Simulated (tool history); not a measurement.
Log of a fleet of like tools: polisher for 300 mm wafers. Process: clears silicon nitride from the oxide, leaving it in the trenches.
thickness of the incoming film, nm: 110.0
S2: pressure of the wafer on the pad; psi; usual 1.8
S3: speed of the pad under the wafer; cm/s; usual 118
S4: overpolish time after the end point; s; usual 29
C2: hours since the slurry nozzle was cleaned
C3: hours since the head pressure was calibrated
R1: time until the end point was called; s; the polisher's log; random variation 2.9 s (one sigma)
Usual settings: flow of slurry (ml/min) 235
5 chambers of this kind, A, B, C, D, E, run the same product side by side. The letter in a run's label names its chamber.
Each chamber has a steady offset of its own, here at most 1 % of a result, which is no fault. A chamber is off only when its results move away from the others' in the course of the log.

{"run": "1D", "day": 0.192, "flow of slurry (ml/min)": 235, "S2": 1.8, "S3": 118, "S4": 29, "wafers polished on this pad": 396, "C2": 257.5, "C3": 267.8, "R1": 176.12}
{"run": "2C", "day": 0.45, "flow of slurry (ml/min)": 235, "S2": 1.8, "S3": 118, "S4": 29, "wafers polished on this pad": 843, "C2": 789.3, "C3": 479, "R1": 179.51}
{"run": "3B", "day": 0.746, "flow of slurry (ml/min)": 235, "S2": 1.8, "S3": 118, "S4": 29, "wafers polished on this pad": 1058, "C2": 533.5, "C3": 1259, "R1": 178.31}
{"run": "4A", "day": 1.154, "flow of slurry (ml/min)": 235, "S2": 1.8, "S3": 118, "S4": 29, "wafers polished on this pad": 774, "C2": 771.4, "C3": 813.8, "R1": 179.56}
{"day": 1.442, "done": "chamber C: worn pad replaced by a new one"}
{"day": 1.458, "done": "chamber E: worn pad replaced by a new one"}
{"run": "5E", "day": 1.512, "flow of slurry (ml/min)": 235, "S2": 1.8, "S3": 118, "S4": 29, "wafers polished on this pad": 9, "C2": 565.5, "C3": 1183.9, "R1": 180.43}
{"run": "6B", "day": 1.825, "flow of slurry (ml/min)": 235, "S2": 1.8, "S3": 118, "S4": 29, "wafers polished on this pad": 1235, "C2": 559.4, "C3": 1284.9, "R1": 179.65}
{"run": "7E", "day": 2.075, "flow of slurry (ml/min)": 180, "S2": 1.8, "S3": 148, "S4": 29, "wafers polished on this pad": 101, "C2": 579, "C3": 1197.4, "R1": 153.38}
{"day": 2.304, "done": "chamber C: slurry nozzle cleaned"}
{"run": "8C", "day": 2.408, "flow of slurry (ml/min)": 180, "S2": 1.8, "S3": 148, "S4": 29, "wafers polished on this pad": 158, "C2": 2.5, "C3": 526, "R1": 150.19}
{"day": 2.667, "done": "chamber D: slurry nozzle cleaned"}
{"run": "9D", "day": 2.779, "flow of slurry (ml/min)": 180, "S2": 1.8, "S3": 148, "S4": 29, "wafers polished on this pad": 821, "C2": 2.7, "C3": 329.9, "R1": 146.08}
{"day": 2.833, "done": "chamber D: worn pad replaced by a new one"}
{"run": "10A", "day": 2.992, "flow of slurry (ml/min)": 180, "S2": 1.8, "S3": 148, "S4": 29, "wafers polished on this pad": 1075, "C2": 815.5, "C3": 857.9, "R1": 149.4}
{"run": "11A", "day": 3.233, "flow of slurry (ml/min)": 180, "S2": 1.8, "S3": 148, "S4": 29, "wafers polished on this pad": 1115, "C2": 821.3, "C3": 863.7, "R1": 146.95}
{"day": 3.333, "done": "chamber B: worn pad replaced by a new one"}
{"run": "12B", "day": 3.425, "flow of slurry (ml/min)": 235, "S2": 1.8, "S3": 118, "S4": 29, "wafers polished on this pad": 15, "C2": 597.8, "C3": 1323.3, "R1": 182.58}
{"day": 3.729, "done": "chamber C: head pressure recalibrated"}
{"day": 3.746, "done": "chamber A: worn pad replaced by a new one"}
{"run": "13E", "day": 3.792, "flow of slurry (ml/min)": 235, "S2": 1.8, "S3": 118, "S4": 29, "wafers polished on this pad": 383, "C2": 620.2, "C3": 1238.6, "R1": 178.95}
{"day": 3.892, "done": "chamber E: slurry nozzle cleaned"}
{"run": "14D", "day": 4.212, "flow of slurry (ml/min)": 235, "S2": 1.8, "S3": 118, "S4": 29, "wafers polished on this pad": 227, "C2": 37.1, "C3": 364.3, "R1": 176.18}
{"run": "15C", "day": 4.471, "flow of slurry (ml/min)": 235, "S2": 1.8, "S3": 118, "S4": 29, "wafers polished on this pad": 497, "C2": 52, "C3": 17.8, "R1": 183.71}
{"run": "16A", "day": 4.85, "flow of slurry (ml/min)": 235, "S2": 1.8, "S3": 118, "S4": 29, "wafers polished on this pad": 181, "C2": 860.1, "C3": 902.5, "R1": 186.53}
{"day": 4.992, "done": "chamber B: head pressure recalibrated"}
{"run": "17E", "day": 5.125, "flow of slurry (ml/min)": 235, "S2": 1.8, "S3": 118, "S4": 29, "wafers polished on this pad": 602, "C2": 29.6, "C3": 1270.6, "R1": 180.75}
{"run": "18C", "day": 5.321, "flow of slurry (ml/min)": 235, "S2": 1.8, "S3": 118, "S4": 29, "wafers polished on this pad": 637, "C2": 72.4, "C3": 38.2, "R1": 185.29}
{"run": "19D", "day": 5.679, "flow of slurry (ml/min)": 235, "S2": 1.8, "S3": 118, "S4": 29, "wafers polished on this pad": 468, "C2": 72.3, "C3": 399.5, "R1": 182.03}
{"day": 5.733, "done": "chamber A: slurry nozzle cleaned"}
{"day": 5.912, "done": "chamber E: worn pad replaced by a new one"}
{"run": "20B", "day": 6.071, "flow of slurry (ml/min)": 235, "S2": 1.8, "S3": 118, "S4": 29, "wafers polished on this pad": 449, "C2": 661.3, "C3": 25.9, "R1": 181.61}
{"run": "21E", "day": 6.379, "flow of slurry (ml/min)": 235, "S2": 1.8, "S3": 118, "S4": 29, "wafers polished on this pad": 77, "C2": 59.7, "C3": 1300.7, "R1": 181.91}
{"day": 6.4, "done": "chamber A: head pressure recalibrated"}
{"day": 6.758, "done": "chamber C: worn pad replaced by a new one"}
{"day": 6.8, "done": "chamber D: worn pad replaced by a new one"}
{"run": "22B", "day": 6.808, "flow of slurry (ml/min)": 235, "S2": 1.8, "S3": 118, "S4": 29, "wafers polished on this pad": 571, "C2": 679, "C3": 43.6, "R1": 177.42}
{"day": 7.075, "done": "chamber D: head pressure recalibrated"}
{"run": "23A", "day": 7.154, "flow of slurry (ml/min)": 235, "S2": 1.8, "S3": 118, "S4": 29, "wafers polished on this pad": 560, "C2": 34.1, "C3": 18.1, "R1": 202.41}
{"run": "24D", "day": 7.479, "flow of slurry (ml/min)": 235, "S2": 1.8, "S3": 118, "S4": 29, "wafers polished on this pad": 112, "C2": 115.5, "C3": 9.7, "R1": 181.14}
{"run": "25C", "day": 7.679, "flow of slurry (ml/min)": 235, "S2": 1.8, "S3": 118, "S4": 29, "wafers polished on this pad": 151, "C2": 129, "C3": 94.8, "R1": 184.52}
{"run": "26B", "day": 7.942, "flow of slurry (ml/min)": 235, "S2": 1.8, "S3": 118, "S4": 29, "wafers polished on this pad": 757, "C2": 706.2, "C3": 70.8, "R1": 185.66}
{"run": "27D", "day": 8.15, "flow of slurry (ml/min)": 235, "S2": 1.8, "S3": 118, "S4": 29, "wafers polished on this pad": 222, "C2": 131.6, "C3": 25.8, "R1": 176.03}
{"day": 8.458, "done": "chamber B: slurry nozzle cleaned"}
{"run": "28E", "day": 8.462, "flow of slurry (ml/min)": 235, "S2": 1.8, "S3": 118, "S4": 29, "wafers polished on this pad": 419, "C2": 109.7, "C3": 1350.7, "R1": 187.2}
{"run": "29C", "day": 8.717, "flow of slurry (ml/min)": 235, "S2": 1.8, "S3": 118, "S4": 29, "wafers polished on this pad": 322, "C2": 153.9, "C3": 119.7, "R1": 180.47}
{"run": "30A", "day": 8.942, "flow of slurry (ml/min)": 235, "S2": 1.8, "S3": 118, "S4": 29, "wafers polished on this pad": 853, "C2": 77, "C3": 61, "R1": 202.54}
{"run": "31E", "day": 9.238, "flow of slurry (ml/min)": 235, "S2": 1.8, "S3": 118, "S4": 29, "wafers polished on this pad": 546, "C2": 128.3, "C3": 1369.3, "R1": 176.22}
{"run": "32C", "day": 9.6, "flow of slurry (ml/min)": 235, "S2": 1.8, "S3": 118, "S4": 29, "wafers polished on this pad": 467, "C2": 175.1, "C3": 140.9, "R1": 179.64}
{"run": "33B", "day": 9.796, "flow of slurry (ml/min)": 235, "S2": 2, "S3": 118, "S4": 37, "wafers polished on this pad": 1061, "C2": 32.1, "C3": 115.3, "R1": 162.1}
{"run": "34D", "day": 9.988, "flow of slurry (ml/min)": 235, "S2": 2, "S3": 118, "S4": 37, "wafers polished on this pad": 524, "C2": 175.7, "C3": 69.9, "R1": 161.99}
{"run": "35A", "day": 10.367, "flow of slurry (ml/min)": 235, "S2": 2, "S3": 118, "S4": 37, "wafers polished on this pad": 1088, "C2": 111.2, "C3": 95.2, "R1": 183.58}
{"run": "36D", "day": 10.796, "flow of slurry (ml/min)": 235, "S2": 2, "S3": 118, "S4": 37, "wafers polished on this pad": 656, "C2": 195.1, "C3": 89.3, "R1": 164.19}

All 5 chambers run these settings next. Forecast each chamber's results:
{"run": "37A", "day": 11.112, "flow of slurry (ml/min)": 235, "S2": 1.8, "S3": 118, "S4": 29, "R1": "?"}
{"run": "37B", "day": 11.112, "flow of slurry (ml/min)": 235, "S2": 1.8, "S3": 118, "S4": 29, "R1": "?"}
{"run": "37C", "day": 11.112, "flow of slurry (ml/min)": 235, "S2": 1.8, "S3": 118, "S4": 29, "R1": "?"}
{"run": "37D", "day": 11.112, "flow of slurry (ml/min)": 235, "S2": 1.8, "S3": 118, "S4": 29, "R1": "?"}
{"run": "37E", "day": 11.112, "flow of slurry (ml/min)": 235, "S2": 1.8, "S3": 118, "S4": 29, "R1": "?"}

run=37A R1=202.67
run=37B R1=180.03
run=37C R1=179.63
run=37D R1=179.51
run=37E R1=185.06
